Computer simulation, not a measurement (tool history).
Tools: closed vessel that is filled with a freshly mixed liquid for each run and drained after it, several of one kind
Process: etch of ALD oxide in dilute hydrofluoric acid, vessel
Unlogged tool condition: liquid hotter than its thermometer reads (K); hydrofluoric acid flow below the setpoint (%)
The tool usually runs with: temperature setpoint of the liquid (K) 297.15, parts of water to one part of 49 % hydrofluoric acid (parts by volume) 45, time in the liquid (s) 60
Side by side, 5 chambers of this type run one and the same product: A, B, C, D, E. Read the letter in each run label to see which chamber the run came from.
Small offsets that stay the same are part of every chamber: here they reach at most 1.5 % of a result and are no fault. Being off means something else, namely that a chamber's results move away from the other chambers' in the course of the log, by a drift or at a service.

run	hour	temperature setpoint of the liquid (K)	parts of water to one part of 49 % hydrofluoric acid (parts by volume)	time in the liquid (s)	hours since the thermometer was replaced	hours since the hydrofluoric acid flow meter was replaced	read-back film thickness of the ALD oxide reference wafer, read on the same gauge (nm)	thickness taken off the ALD oxide on a monitor wafer (angstrom)
# hour 8: chamber D: hydrofluoric acid flow meter replaced
1C	8.2	297.15	45	60	277.6	439.3	80.067	466.44
2D	19	297.15	45	60	1179.7	11.1	79.993	462.66
3A	28.4	297.15	45	60	1354.9	603.4	80.011	460.41
4E	38.5	297.15	45	60	871.9	626.1	80.01	454
5B	45.8	297.15	45	60	236.1	62	79.997	471.19
6C	52.3	297.15	45	60	321.7	483.4	80.02	461.38
7E	60.8	297.15	45	60	894.2	648.4	80.01	463.52
8B	69	297.15	45	60	259.3	85.2	79.997	463.96
9D	77.1	297.15	45	60	1237.8	69.2	80.02	466.77
10A	88.5	297.15	45	60	1415	663.5	80.025	458.71
11D	100	297.15	50	60	1260.7	92.1	80.047	412.47
# hour 110.4: chamber D: thermometer replaced
12A	110.6	297.15	50	60	1437.1	685.6	80.001	409.48
13B	122.6	297.15	50	60	312.9	138.8	79.993	415.65
# hour 125.2: chamber A: thermometer replaced
14E	128.3	297.15	50	60	961.7	715.9	80.028	415.37
15C	135.9	297.15	50	60	405.3	567	79.98	407.89
16A	145	297.15	45	60	19.9	720	79.931	458.86
17B	151.2	297.15	45	60	341.5	167.4	80.009	470.21
18E	158.2	297.15	45	60	991.6	745.8	79.943	465.14
19D	166.4	297.15	45	60	56.1	158.5	79.979	473.34
20C	173.9	297.15	45	60	443.3	605	80.023	459.2
21B	182.2	297.15	45	60	372.5	198.4	80.022	466.4
22D	193	297.15	45	60	82.7	185.1	79.922	466.96
23C	204.6	297.15	45	60	474	635.7	79.977	460.8
24E	215.2	297.15	35	70	1048.6	802.8	80.018	711.65
25A	221.8	297.15	35	70	96.7	796.8	79.983	698.9
26B	228.6	297.15	35	70	418.9	244.8	79.987	714.97
27E	236	297.15	35	70	1069.4	823.6	80.025	697.26
28A	246	297.15	35	70	120.9	821	79.976	695.39
29C	253.6	297.15	45	60	523	684.7	80.023	443.54
30D	265.1	297.15	45	60	154.8	257.2	80.018	464.62
31A	271	297.15	45	60	145.9	846	79.992	463.24
32B	277.4	294.15	45	60	467.7	293.6	79.946	411.9
33C	287.6	294.15	45	60	557	718.7	79.949	388.61
34D	298.6	294.15	45	60	188.3	290.7	79.991	407.07
35E	305.2	294.15	45	60	1138.6	892.8	80.011	409.65
36C	314.6	294.15	45	60	584	745.7	79.975	387.96
37E	322.3	300.65	45	30	1155.7	909.9	80.052	266.09
38A	334.3	300.65	45	30	209.2	909.3	80.01	263.98

Is one chamber off against the others, does the gauge drift, or is nothing wrong? If a chamber is off, say which, and what the likeliest cause is.

Chamber C drifts away from the others.
Likeliest cause: hydrofluoric acid flow below the setpoint (%) = 6.7.
From this log alone, it may not be told apart from: liquid colder than its thermometer reads (K).

Chamber C could run next with any of the 4 candidate recipes listed below; each alters the usual settings, and their results appear as question marks. Which one brings its results back in line with what the other chambers deliver on the usual settings?
Maximum distance from the other chambers' mean on the usual settings for a result to count as in line: thickness taken off the ALD oxide on a monitor wafer (angstrom) 15
39C-1	343.6	295.65	45	60				?
39C-2	343.6	297.65	40	60				?
39C-3	343.6	297.15	45	65				?
39C-4	343.6	296.65	50	60				?

Usual-settings mean across the other chambers: thickness taken off the ALD oxide on a monitor wafer (angstrom) 463.56
run	thickness taken off the ALD oxide on a monitor wafer (angstrom)
39C-1	406.86
39C-2	499.96
39C-3	469.04
39C-4	379.48
39C-3 is the one that brings the chamber's results back in line with the other chambers.
